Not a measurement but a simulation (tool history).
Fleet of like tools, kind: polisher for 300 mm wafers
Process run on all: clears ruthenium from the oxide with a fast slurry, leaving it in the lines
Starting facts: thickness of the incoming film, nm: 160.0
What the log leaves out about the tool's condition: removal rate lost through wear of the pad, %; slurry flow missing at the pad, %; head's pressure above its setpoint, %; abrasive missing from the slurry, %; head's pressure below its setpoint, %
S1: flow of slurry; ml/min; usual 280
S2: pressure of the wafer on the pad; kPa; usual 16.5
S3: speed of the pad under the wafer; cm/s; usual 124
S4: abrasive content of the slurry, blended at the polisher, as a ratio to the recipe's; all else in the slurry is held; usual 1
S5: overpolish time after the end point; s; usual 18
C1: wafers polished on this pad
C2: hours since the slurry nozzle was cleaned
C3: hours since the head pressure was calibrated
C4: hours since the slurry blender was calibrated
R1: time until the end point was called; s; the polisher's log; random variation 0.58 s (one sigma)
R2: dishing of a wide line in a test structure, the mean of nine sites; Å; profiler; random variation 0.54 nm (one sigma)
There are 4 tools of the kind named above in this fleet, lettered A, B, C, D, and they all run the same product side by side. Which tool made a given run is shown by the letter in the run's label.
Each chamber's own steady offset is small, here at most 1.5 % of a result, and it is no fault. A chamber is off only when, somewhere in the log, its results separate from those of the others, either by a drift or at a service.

{"run": "1D", "hour": 3.1, "S1": 280, "S2": 16.5, "S3": 124, "S4": 1, "S5": 18, "C1": 732, "C2": 601.3, "C3": 1140.1, "C4": 126.9, "R1": 30.154, "R2": 299.15}
{"hour": 7.4, "done": "chamber D: slurry blender recalibrated"}
{"hour": 8.4, "done": "chamber B: worn pad replaced by a new one"}
{"run": "2C", "hour": 9.5, "S1": 280, "S2": 16.5, "S3": 124, "S4": 1, "S5": 18, "C1": 293, "C2": 207, "C3": 118.4, "C4": 326.7, "R1": 31.093, "R2": 311.69}
{"hour": 12.8, "done": "chamber D: worn pad replaced by a new one"}
{"run": "3A", "hour": 13.6, "S1": 280, "S2": 16.5, "S3": 124, "S4": 1, "S5": 18, "C1": 648, "C2": 247.5, "C3": 207.8, "C4": 214.9, "R1": 30.112, "R2": 307.49}
{"run": "4B", "hour": 17.0, "S1": 280, "S2": 16.5, "S3": 124, "S4": 1, "S5": 18, "C1": 89, "C2": 423.9, "C3": 496.8, "C4": 293.9, "R1": 30.573, "R2": 315.58}
{"run": "5A", "hour": 23.5, "S1": 280, "S2": 16.5, "S3": 124, "S4": 1, "S5": 18, "C1": 751, "C2": 257.4, "C3": 217.7, "C4": 224.8, "R1": 29.505, "R2": 298.15}
{"run": "6D", "hour": 27.2, "S1": 280, "S2": 16.5, "S3": 124, "S4": 1, "S5": 18, "C1": 149, "C2": 625.4, "C3": 1164.2, "C4": 19.8, "R1": 30.039, "R2": 300.63}
{"run": "7C", "hour": 32.5, "S1": 280, "S2": 16.5, "S3": 124, "S4": 1.1, "S5": 18, "C1": 531, "C2": 230, "C3": 141.4, "C4": 349.7, "R1": 29.702, "R2": 308.52}
{"run": "8B", "hour": 35.7, "S1": 280, "S2": 16.5, "S3": 124, "S4": 1.1, "S5": 18, "C1": 283, "C2": 442.6, "C3": 515.5, "C4": 312.6, "R1": 28.75, "R2": 321.68}
{"run": "9B", "hour": 41.1, "S1": 280, "S2": 16.5, "S3": 124, "S4": 1.1, "S5": 18, "C1": 339, "C2": 448, "C3": 520.9, "C4": 318, "R1": 27.863, "R2": 310.31}
{"hour": 42.8, "done": "chamber B: slurry blender recalibrated"}
{"run": "10C", "hour": 46.4, "S1": 280, "S2": 16.5, "S3": 124, "S4": 1.1, "S5": 18, "C1": 676, "C2": 243.9, "C3": 155.3, "C4": 363.6, "R1": 29.59, "R2": 314.86}
{"run": "11D", "hour": 49.4, "S1": 280, "S2": 16.5, "S3": 124, "S4": 1, "S5": 18, "C1": 379, "C2": 647.6, "C3": 1186.4, "C4": 42, "R1": 30.733, "R2": 310.44}
{"run": "12A", "hour": 53.3, "S1": 280, "S2": 16.5, "S3": 124, "S4": 1, "S5": 18, "C1": 1060, "C2": 287.2, "C3": 247.5, "C4": 254.6, "R1": 29.255, "R2": 307.11}
{"hour": 54.6, "done": "chamber A: worn pad replaced by a new one"}
{"run": "13C", "hour": 57.2, "S1": 280, "S2": 16.5, "S3": 124, "S4": 1, "S5": 18, "C1": 788, "C2": 254.7, "C3": 166.1, "C4": 374.4, "R1": 30.638, "R2": 309.6}
{"run": "14B", "hour": 63.3, "S1": 280, "S2": 16.5, "S3": 124, "S4": 1, "S5": 27, "C1": 569, "C2": 470.2, "C3": 543.1, "C4": 20.6, "R1": 29.734, "R2": 338.96}
{"run": "15D", "hour": 66.7, "S1": 280, "S2": 16.5, "S3": 124, "S4": 1, "S5": 27, "C1": 559, "C2": 664.9, "C3": 1203.7, "C4": 59.3, "R1": 30.185, "R2": 328.97}
{"hour": 68.5, "done": "chamber D: head pressure recalibrated"}
{"run": "16A", "hour": 71.7, "S1": 280, "S2": 16.5, "S3": 124, "S4": 1, "S5": 27, "C1": 178, "C2": 305.6, "C3": 265.9, "C4": 273, "R1": 29.669, "R2": 339.97}
{"run": "17D", "hour": 75.5, "S1": 280, "S2": 16.5, "S3": 124, "S4": 1, "S5": 27, "C1": 650, "C2": 673.7, "C3": 7.1, "C4": 68.1, "R1": 33.857, "R2": 323.95}
{"run": "18C", "hour": 79.4, "S1": 280, "S2": 16.5, "S3": 124, "S4": 1, "S5": 18, "C1": 1018, "C2": 276.9, "C3": 188.3, "C4": 396.6, "R1": 30.42, "R2": 310.4}
{"hour": 82.0, "done": "chamber B: worn pad replaced by a new one"}
{"hour": 85.1, "done": "chamber C: worn pad replaced by a new one"}
{"run": "19A", "hour": 85.3, "S1": 280, "S2": 16.5, "S3": 124, "S4": 1, "S5": 18, "C1": 319, "C2": 319.2, "C3": 279.5, "C4": 286.6, "R1": 29.599, "R2": 307.88}
{"run": "20B", "hour": 90.0, "S1": 280, "S2": 16.5, "S3": 124, "S4": 1, "S5": 18, "C1": 83, "C2": 496.9, "C3": 569.8, "C4": 47.3, "R1": 29.07, "R2": 310.43}
{"hour": 92.1, "done": "chamber B: slurry nozzle cleaned"}
{"hour": 94.5, "done": "chamber D: worn pad replaced by a new one"}
{"run": "21A", "hour": 96.3, "S1": 280, "S2": 16.5, "S3": 124, "S4": 1, "S5": 18, "C1": 433, "C2": 330.2, "C3": 290.5, "C4": 297.6, "R1": 29.829, "R2": 307.51}
{"run": "22C", "hour": 103.2, "S1": 280, "S2": 16.5, "S3": 124, "S4": 1, "S5": 18, "C1": 188, "C2": 300.7, "C3": 212.1, "C4": 420.4, "R1": 30.948, "R2": 319.89}
{"run": "23D", "hour": 107.6, "S1": 280, "S2": 16.5, "S3": 124, "S4": 1, "S5": 18, "C1": 136, "C2": 705.8, "C3": 39.2, "C4": 100.2, "R1": 34.869, "R2": 301.9}
{"run": "24B", "hour": 111.8, "S1": 280, "S2": 16.5, "S3": 124, "S4": 1, "S5": 18, "C1": 310, "C2": 19.7, "C3": 591.6, "C4": 69.1, "R1": 30.105, "R2": 309.94}
{"run": "25A", "hour": 115.2, "S1": 280, "S2": 16.5, "S3": 124, "S4": 1, "S5": 18, "C1": 629, "C2": 349.1, "C3": 309.4, "C4": 316.5, "R1": 29.35, "R2": 315.02}
{"run": "26D", "hour": 121.1, "S1": 280, "S2": 16.5, "S3": 124, "S4": 1.3, "S5": 18, "C1": 276, "C2": 719.3, "C3": 52.7, "C4": 113.7, "R1": 30.591, "R2": 314.66}
{"run": "27B", "hour": 125.7, "S1": 280, "S2": 16.5, "S3": 124, "S4": 1.3, "S5": 18, "C1": 454, "C2": 33.6, "C3": 605.5, "C4": 83, "R1": 26.386, "R2": 315.51}
{"hour": 132.3, "done": "chamber D: slurry blender recalibrated"}
{"run": "28C", "hour": 132.3, "S1": 280, "S2": 16.5, "S3": 124, "S4": 1.3, "S5": 18, "C1": 490, "C2": 329.8, "C3": 241.2, "C4": 449.5, "R1": 26.726, "R2": 322.14}
{"run": "29A", "hour": 136.3, "S1": 280, "S2": 16.5, "S3": 124, "S4": 1.3, "S5": 18, "C1": 848, "C2": 370.2, "C3": 330.5, "C4": 337.6, "R1": 26.216, "R2": 313.94}
{"run": "30B", "hour": 140.6, "S1": 280, "S2": 16.5, "S3": 124, "S4": 1, "S5": 18, "C1": 608, "C2": 48.5, "C3": 620.4, "C4": 97.9, "R1": 29.783, "R2": 301.25}
{"run": "31D", "hour": 144.1, "S1": 280, "S2": 16.5, "S3": 124, "S4": 1, "S5": 18, "C1": 514, "C2": 742.3, "C3": 75.7, "C4": 11.9, "R1": 33.913, "R2": 308.16}
{"run": "32C", "hour": 148.5, "S1": 280, "S2": 16.5, "S3": 124, "S4": 1, "S5": 18, "C1": 658, "C2": 346, "C3": 257.4, "C4": 465.7, "R1": 30.897, "R2": 304.55}
{"run": "33C", "hour": 152.0, "S1": 370, "S2": 13.1, "S3": 124, "S4": 1, "S5": 18, "C1": 694, "C2": 349.5, "C3": 260.9, "C4": 469.2, "R1": 38.379, "R2": 304.14}

Decide between three cases: one chamber stands off from its peers, the gauge reading all wafers drifts, or nothing is wrong past each chamber's small offset. Where a chamber is off, say which and what most likely put it there.

After it was serviced, chamber D no longer matches the other chambers.
What lies behind it: head's pressure below its setpoint, % = 10.8.

Chamber D could run next with any of the 4 candidate recipes listed below; each alters the usual settings, and their results appear as question marks. Which one brings its results back in line with what the other chambers deliver on the usual settings?
Counts as in line when no further than this from what the other chambers average on the usual settings: R1 2 s; R2 19 Å
{"run": "34D-1", "hour": 157.0, "S1": 285, "S2": 18.6, "S3": 140, "S4": 1.05, "S5": 17, "R1": "?", "R2": "?"}
{"run": "34D-2", "hour": 157.0, "S1": 280, "S2": 17.2, "S3": 132, "S4": 1, "S5": 17, "R1": "?", "R2": "?"}
{"run": "34D-3", "hour": 157.0, "S1": 275, "S2": 15.2, "S3": 110, "S4": 0.95, "S5": 20, "R1": "?", "R2": "?"}
{"run": "34D-4", "hour": 157.0, "S1": 280, "S2": 15.9, "S3": 116, "S4": 1, "S5": 19, "R1": "?", "R2": "?"}

What the other chambers average on the usual settings: R1 30.259 s; R2 309.94 Å
run=34D-1 R1=26.47 R2=317.97
run=34D-2 R1=31.01 R2=307.57
run=34D-3 R1=43.271 R2=293.49
run=34D-4 R1=38.292 R2=299.69
The right change is 34D-2: it brings the chamber back within the allowed miss of the others.
